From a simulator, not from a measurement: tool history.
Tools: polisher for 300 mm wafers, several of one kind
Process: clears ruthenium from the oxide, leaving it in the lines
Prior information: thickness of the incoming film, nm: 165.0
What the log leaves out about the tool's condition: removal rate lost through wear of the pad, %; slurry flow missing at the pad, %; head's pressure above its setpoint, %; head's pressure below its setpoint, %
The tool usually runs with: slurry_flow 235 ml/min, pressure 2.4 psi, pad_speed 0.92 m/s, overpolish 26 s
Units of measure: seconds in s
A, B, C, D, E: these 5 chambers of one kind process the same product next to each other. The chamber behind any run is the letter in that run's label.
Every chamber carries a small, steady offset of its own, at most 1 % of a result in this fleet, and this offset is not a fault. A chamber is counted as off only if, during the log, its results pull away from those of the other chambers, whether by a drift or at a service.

| run | hour | slurry_flow | pressure | pad_speed | overpolish | wafers polished on this pad | hours since the slurry nozzle was cleaned | hours since the head pressure was calibrated | seconds |
|---|---|---|---|---|---|---|---|---|---|
| 1D | 4.1 | 235 | 2.4 | 0.92 | 26 | 409 | 235.1 | 113.6 | 118.01 |
| 2E | 6.5 | 235 | 2.4 | 0.92 | 26 | 762 | 396.2 | 678.9 | 121.29 |
| 3B | 9.2 | 235 | 2.4 | 0.92 | 26 | 778 | 606 | 375.3 | 118.32 |
| 4C | 12.4 | 235 | 2.4 | 0.92 | 26 | 167 | 369.5 | 231.5 | 117.76 |
| 5A | 15.9 | 235 | 2.4 | 0.92 | 26 | 727 | 209.8 | 159.6 | 116.81 |
| 6C | 20 | 235 | 2.4 | 0.92 | 26 | 236 | 377.1 | 239.1 | 120.65 |
|  | 21.1 | chamber E: worn pad replaced by a new one |
|  | 21.3 | chamber B: worn pad replaced by a new one |
| 7D | 24 | 235 | 2.4 | 0.92 | 26 | 590 | 255 | 133.5 | 119.54 |
| 8E | 26.6 | 235 | 2.4 | 0.92 | 26 | 50 | 416.3 | 699 | 118.06 |
| 9A | 28.6 | 235 | 2.4 | 0.92 | 26 | 842 | 222.5 | 172.3 | 118.36 |
| 10B | 32.6 | 235 | 2.4 | 0.92 | 26 | 102 | 629.4 | 398.7 | 118.36 |
| 11C | 34.7 | 235 | 2.4 | 0.92 | 26 | 370 | 391.8 | 253.8 | 120.26 |
| 12D | 36.8 | 235 | 2.4 | 0.92 | 26 | 707 | 267.8 | 146.3 | 117.41 |
| 13A | 39.4 | 235 | 2.4 | 0.92 | 26 | 940 | 233.3 | 183.1 | 118.17 |
|  | 41.9 | chamber E: head pressure recalibrated |
| 14E | 43.5 | 235 | 2.4 | 0.92 | 26 | 203 | 433.2 | 1.7 | 117.67 |
| 15B | 46.2 | 185 | 2.4 | 0.92 | 26 | 226 | 643 | 412.3 | 122.11 |
|  | 46.5 | chamber A: worn pad replaced by a new one |
| 16E | 50 | 185 | 2.4 | 0.92 | 26 | 263 | 439.7 | 8.2 | 122.12 |
| 17B | 54.3 | 185 | 2.4 | 0.92 | 26 | 300 | 651.1 | 420.4 | 119.74 |
| 18A | 56.4 | 185 | 2.4 | 0.92 | 26 | 90 | 250.3 | 200.1 | 123.06 |
| 19C | 58.9 | 185 | 2.4 | 0.92 | 26 | 590 | 416 | 278 | 123.6 |
| 20D | 63.2 | 235 | 2.4 | 0.92 | 26 | 947 | 294.2 | 172.7 | 118.62 |
| 21A | 65.3 | 235 | 2.4 | 0.92 | 26 | 171 | 259.2 | 209 | 118.2 |
| 22D | 68.3 | 235 | 2.4 | 0.92 | 26 | 993 | 299.3 | 177.8 | 118.72 |
| 23C | 70.2 | 235 | 2.4 | 0.92 | 26 | 693 | 427.3 | 289.3 | 120.38 |
|  | 72.6 | chamber C: head pressure recalibrated |
| 24B | 74.5 | 235 | 2.4 | 0.92 | 41 | 483 | 671.3 | 440.6 | 119.5 |
| 25E | 77.1 | 235 | 2.4 | 0.92 | 41 | 509 | 466.8 | 35.3 | 119.79 |
| 26A | 79.7 | 235 | 2.4 | 0.92 | 41 | 302 | 273.6 | 223.4 | 115.97 |
| 27E | 82.7 | 235 | 2.4 | 0.92 | 41 | 560 | 472.4 | 40.9 | 118.28 |
| 28D | 86.3 | 235 | 2.4 | 0.92 | 41 | 1157 | 317.3 | 195.8 | 117.64 |
| 29C | 90.7 | 235 | 2.4 | 0.92 | 26 | 879 | 447.8 | 18.1 | 126.2 |
| 30B | 92.7 | 235 | 2.4 | 0.92 | 26 | 649 | 689.5 | 458.8 | 121.51 |
| 31E | 94.8 | 235 | 2.4 | 0.92 | 26 | 670 | 484.5 | 53 | 121.4 |
| 32C | 97.9 | 235 | 2.4 | 0.92 | 26 | 945 | 455 | 25.3 | 127.29 |
| 33A | 100 | 235 | 2.4 | 0.92 | 26 | 486 | 293.9 | 243.7 | 117.03 |
| 34B | 102.3 | 235 | 2.4 | 0.92 | 26 | 736 | 699.1 | 468.4 | 120.99 |
|  | 105.2 | chamber D: worn pad replaced by a new one |
| 35D | 105.4 | 235 | 3.1 | 0.92 | 26 | 2 | 336.4 | 214.9 | 91.31 |
| 36E | 107.8 | 235 | 3.1 | 0.92 | 26 | 788 | 497.5 | 66 | 93.273 |
| 37A | 112.1 | 235 | 3.1 | 0.92 | 26 | 596 | 306 | 255.8 | 90.649 |
| 38C | 115.5 | 235 | 3.1 | 0.92 | 26 | 1105 | 472.6 | 42.9 | 97.998 |
| 39D | 118.9 | 235 | 3.1 | 0.92 | 26 | 125 | 349.9 | 228.4 | 92.436 |
|  | 120 | chamber B: worn pad replaced by a new one |
| 40B | 120.8 | 235 | 2.4 | 0.92 | 26 | 8 | 717.6 | 486.9 | 117.88 |
| 41C | 124.6 | 235 | 2.4 | 0.92 | 26 | 1187 | 481.7 | 52 | 124.26 |
| 42A | 128 | 235 | 2.4 | 0.92 | 26 | 741 | 321.9 | 271.7 | 117.25 |
| 43B | 131.5 | 235 | 2.4 | 0.92 | 26 | 105 | 728.3 | 497.6 | 119.38 |

Read the log: is a single chamber off, either drifting away or since a service, is the gauge that measures every chamber drifting, or is nothing wrong beyond small per-chamber offsets? Name any odd chamber and what most likely caused it.

Chamber C has stood off from the others ever since a service on it.
Likeliest cause: head's pressure below its setpoint, % = 6.28.

Below are 4 candidate recipes for chamber C's next run, each the usual settings with a change, their results shown as question marks. Which of them brings C's results back in line with what the other chambers give on the usual settings?
A result is in line if it is within this distance of the other chambers' mean on the usual settings: seconds 4.2 s
| 44C-1 | 134.7 | 235 | 2.6 | 0.92 | 26 |  |  |  | ? |
| 44C-2 | 134.7 | 235 | 2.4 | 0.86 | 26 |  |  |  | ? |
| 44C-3 | 134.7 | 235 | 2.4 | 1.04 | 26 |  |  |  | ? |
| 44C-4 | 134.7 | 230 | 2.4 | 0.8 | 26 |  |  |  | ? |

On the usual settings, the other chambers give on average: seconds 118.58 s
| run | seconds |
|---|---|
| 44C-1 | 117.84 |
| 44C-2 | 136.48 |
| 44C-3 | 112.71 |
| 44C-4 | 147.17 |
44C-1 puts the chamber back in line with the other chambers.

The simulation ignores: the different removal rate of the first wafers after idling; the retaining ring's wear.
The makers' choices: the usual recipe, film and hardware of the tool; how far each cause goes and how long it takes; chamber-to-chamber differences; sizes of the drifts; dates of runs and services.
